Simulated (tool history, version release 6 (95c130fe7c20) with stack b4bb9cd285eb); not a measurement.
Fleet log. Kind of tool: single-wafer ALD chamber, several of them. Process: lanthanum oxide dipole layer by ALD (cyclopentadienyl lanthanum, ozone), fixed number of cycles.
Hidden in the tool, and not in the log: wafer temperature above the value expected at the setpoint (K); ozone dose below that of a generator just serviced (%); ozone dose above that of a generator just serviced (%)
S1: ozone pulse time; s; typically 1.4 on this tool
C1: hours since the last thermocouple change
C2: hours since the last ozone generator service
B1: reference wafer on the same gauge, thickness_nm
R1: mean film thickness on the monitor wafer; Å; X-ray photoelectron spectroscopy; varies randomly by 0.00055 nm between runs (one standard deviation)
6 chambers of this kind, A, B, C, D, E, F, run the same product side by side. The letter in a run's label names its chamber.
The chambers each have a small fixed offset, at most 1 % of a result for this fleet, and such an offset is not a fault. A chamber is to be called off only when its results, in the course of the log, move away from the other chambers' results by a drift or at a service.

run	day	S1	C1	C2	B1	R1
1E	0.142	1.4	786.1	497.5	0.54702	5.4684
2B	0.292	1.4	601.4	24.3	0.54701	5.3872
3D	0.417	1.4	852.3	712.1	0.5471	5.3901
4C	0.592	1.4	649.8	50.1	0.54715	5.402
5A	0.817	1.17	1346.8	347.5	0.54717	5.2416
6F	1.038	1.17	337.2	59.8	0.54721	5.2666
7C	1.2	1.17	664.4	64.7	0.54731	5.2057
8A	1.433	1.17	1361.6	362.3	0.54738	5.2503
9E	1.696	1.17	823.4	534.8	0.54739	5.2615
10B	1.892	1.17	639.8	62.7	0.54742	5.1803
11F	2.104	1.03	362.8	85.4	0.54762	5.0786
12D	2.238	1.03	896	755.8	0.5475	5.0261
13B	2.475	1.03	653.8	76.7	0.54766	4.9984
14E	2.658	1.03	846.5	557.9	0.54774	5.0893
15F	2.838	1.03	380.4	103	0.54795	5.0963
16C	2.979	1.03	707.1	107.4	0.54787	5.0247
17D	3.229	1.4	919.8	779.6	0.54771	5.3984
18A	3.438	1.4	1409.7	410.4	0.54792	5.4541
19C	3.592	1.4	721.8	122.1	0.54794	5.4084
20B	3.754	1.4	684.5	107.4	0.54814	5.3892
21F	3.871	1.01	405.2	127.8	0.54809	5.0722
22A	4.096	1.01	1425.5	426.2	0.54811	5.0469
23E	4.271	1.01	885.2	596.6	0.54816	5.0734
# day 4.329: chamber D: ozone generator serviced
24D	4.483	1.01	949.9	3.7	0.54835	5.0007
25D	4.625	1.01	953.3	7.1	0.54822	4.9998
26B	4.796	1.01	709.5	132.4	0.54823	4.981
27E	5.05	1.4	903.9	615.3	0.54826	5.4775
28F	5.317	1.4	439.9	162.5	0.54832	5.4954
29C	5.525	1.4	768.2	168.5	0.54846	5.4219
30A	5.712	1.4	1464.3	465	0.54851	5.4624
31C	5.938	1.4	778.1	178.4	0.54856	5.4132
32F	6.062	1.4	457.8	180.4	0.54871	5.4941
33D	6.304	1.4	993.6	47.4	0.5487	5.4049
34E	6.533	1.4	939.5	650.9	0.54869	5.4886
35B	6.688	1.4	754.9	177.8	0.5487	5.4036
36A	6.95	1.4	1494	494.7	0.54887	5.4741
37B	7.212	0.92	767.5	190.4	0.54887	4.835
38C	7.442	0.92	814.2	214.5	0.54894	4.8586
39D	7.617	0.92	1025.1	78.9	0.5491	4.8559
40A	7.867	0.92	1516	516.7	0.54907	4.9129
41E	8.054	0.92	976	687.4	0.54912	4.935
42F	8.283	0.92	511.1	233.7	0.5492	4.9158

All 6 chambers run these settings next. Forecast each chamber's results:
43A	8.475	1.4				?
43B	8.475	1.4				?
43C	8.475	1.4				?
43D	8.475	1.4				?
43E	8.475	1.4				?
43F	8.475	1.4				?

run	R1
43A	5.4599
43B	5.4029
43C	5.4218
43D	5.408
43E	5.4833
43F	5.5082
